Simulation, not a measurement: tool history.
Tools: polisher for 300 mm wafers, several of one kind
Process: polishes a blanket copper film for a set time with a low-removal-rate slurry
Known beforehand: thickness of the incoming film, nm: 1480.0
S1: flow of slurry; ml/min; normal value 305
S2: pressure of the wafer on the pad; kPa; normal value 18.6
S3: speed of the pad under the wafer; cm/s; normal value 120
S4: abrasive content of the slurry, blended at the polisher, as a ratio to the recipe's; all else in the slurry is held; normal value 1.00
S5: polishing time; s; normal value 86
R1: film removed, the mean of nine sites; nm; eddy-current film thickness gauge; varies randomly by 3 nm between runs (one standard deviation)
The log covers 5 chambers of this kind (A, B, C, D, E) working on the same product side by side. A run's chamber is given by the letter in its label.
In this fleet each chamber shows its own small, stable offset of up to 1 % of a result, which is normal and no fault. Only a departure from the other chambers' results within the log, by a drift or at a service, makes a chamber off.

-- hour=1.1 chamber E: worn pad replaced by a new one
-- hour=6.3 chamber B: head pressure recalibrated
run 1B hour=6.3 | S1=305 S2=18.6 S3=120 S4=1.00 S5=86 | R1=264.38
-- hour=10.8 chamber A: worn pad replaced by a new one
run 2E hour=14.0 | S1=305 S2=18.6 S3=120 S4=1.00 S5=86 | R1=260.97
-- hour=17.7 chamber C: worn pad replaced by a new one
run 3A hour=17.8 | S1=305 S2=18.6 S3=120 S4=1.00 S5=86 | R1=265.53
run 4D hour=22.2 | S1=305 S2=18.6 S3=120 S4=1.00 S5=86 | R1=264.42
-- hour=22.5 chamber E: slurry nozzle cleaned
-- hour=25.3 chamber A: head pressure recalibrated
run 5C hour=28.2 | S1=305 S2=18.6 S3=120 S4=1.00 S5=86 | R1=268.72
-- hour=28.4 chamber A: slurry nozzle cleaned
run 6B hour=31.9 | S1=305 S2=18.6 S3=120 S4=1.00 S5=86 | R1=259.66
-- hour=32.1 chamber A: slurry blender recalibrated
-- hour=34.7 chamber B: worn pad replaced by a new one
run 7D hour=37.0 | S1=305 S2=18.6 S3=120 S4=1.00 S5=86 | R1=263.59
-- hour=40.9 chamber B: slurry nozzle cleaned
run 8C hour=41.3 | S1=305 S2=18.6 S3=120 S4=1.00 S5=86 | R1=265.64
run 9A hour=47.7 | S1=305 S2=18.6 S3=120 S4=1.30 S5=86 | R1=280.08
run 10E hour=52.7 | S1=305 S2=18.6 S3=120 S4=1.30 S5=86 | R1=285.04
-- hour=56.4 chamber D: worn pad replaced by a new one
run 11C hour=59.4 | S1=305 S2=18.6 S3=120 S4=1.30 S5=86 | R1=283.84
run 12B hour=64.7 | S1=305 S2=18.6 S3=120 S4=1.30 S5=86 | R1=276.84
run 13E hour=72.6 | S1=305 S2=18.6 S3=120 S4=1.30 S5=86 | R1=278.09
run 14A hour=76.6 | S1=305 S2=18.6 S3=150 S4=1.15 S5=86 | R1=340.87
-- hour=80.3 chamber A: worn pad replaced by a new one
run 15D hour=81.8 | S1=305 S2=18.6 S3=150 S4=1.15 S5=86 | R1=334.58
-- hour=83.6 chamber E: worn pad replaced by a new one
-- hour=86.7 chamber C: worn pad replaced by a new one
run 16D hour=87.4 | S1=305 S2=18.6 S3=150 S4=1.15 S5=86 | R1=333.67
run 17A hour=90.8 | S1=305 S2=18.6 S3=150 S4=1.15 S5=86 | R1=344.71
-- hour=94.8 chamber C: slurry blender recalibrated
run 18C hour=95.0 | S1=305 S2=18.6 S3=150 S4=1.15 S5=86 | R1=337.42
-- hour=98.1 chamber B: slurry blender recalibrated
run 19E hour=99.7 | S1=305 S2=18.6 S3=120 S4=1.00 S5=86 | R1=260.69
run 20B hour=103.1 | S1=305 S2=18.6 S3=120 S4=1.00 S5=86 | R1=261.68
run 21A hour=110.6 | S1=305 S2=18.6 S3=120 S4=1.00 S5=86 | R1=268.03
run 22C hour=115.5 | S1=305 S2=18.6 S3=120 S4=1.00 S5=86 | R1=265.54
run 23D hour=121.9 | S1=305 S2=18.6 S3=120 S4=1.00 S5=86 | R1=251.18
run 24E hour=129.1 | S1=305 S2=18.6 S3=120 S4=1.00 S5=86 | R1=260.84
-- hour=132.2 chamber B: worn pad replaced by a new one
run 25B hour=134.9 | S1=305 S2=18.6 S3=120 S4=1.00 S5=86 | R1=261.88
run 26C hour=139.5 | S1=305 S2=18.6 S3=120 S4=1.00 S5=86 | R1=262.60
-- hour=142.7 chamber A: worn pad replaced by a new one
run 27D hour=145.9 | S1=305 S2=18.6 S3=120 S4=1.00 S5=86 | R1=248.44
-- hour=152.8 chamber E: slurry blender recalibrated
run 28A hour=153.6 | S1=305 S2=18.6 S3=120 S4=1.00 S5=86 | R1=264.56
run 29E hour=159.7 | S1=305 S2=18.6 S3=120 S4=1.00 S5=86 | R1=267.66
run 30B hour=165.5 | S1=305 S2=18.6 S3=120 S4=1.00 S5=86 | R1=264.09
run 31A hour=170.4 | S1=230 S2=18.6 S3=120 S4=1.00 S5=86 | R1=253.96

All 5 chambers run these settings next. Forecast each chamber's results:
run 32A hour=176.1 | S1=305 S2=15.2 S3=120 S4=1.00 S5=86 | R1=?
run 32B hour=176.1 | S1=305 S2=15.2 S3=120 S4=1.00 S5=86 | R1=?
run 32C hour=176.1 | S1=305 S2=15.2 S3=120 S4=1.00 S5=86 | R1=?
run 32D hour=176.1 | S1=305 S2=15.2 S3=120 S4=1.00 S5=86 | R1=?
run 32E hour=176.1 | S1=305 S2=15.2 S3=120 S4=1.00 S5=86 | R1=?

run=32A R1=216.21
run=32B R1=220.50
run=32C R1=214.16
run=32D R1=195.07
run=32E R1=211.33

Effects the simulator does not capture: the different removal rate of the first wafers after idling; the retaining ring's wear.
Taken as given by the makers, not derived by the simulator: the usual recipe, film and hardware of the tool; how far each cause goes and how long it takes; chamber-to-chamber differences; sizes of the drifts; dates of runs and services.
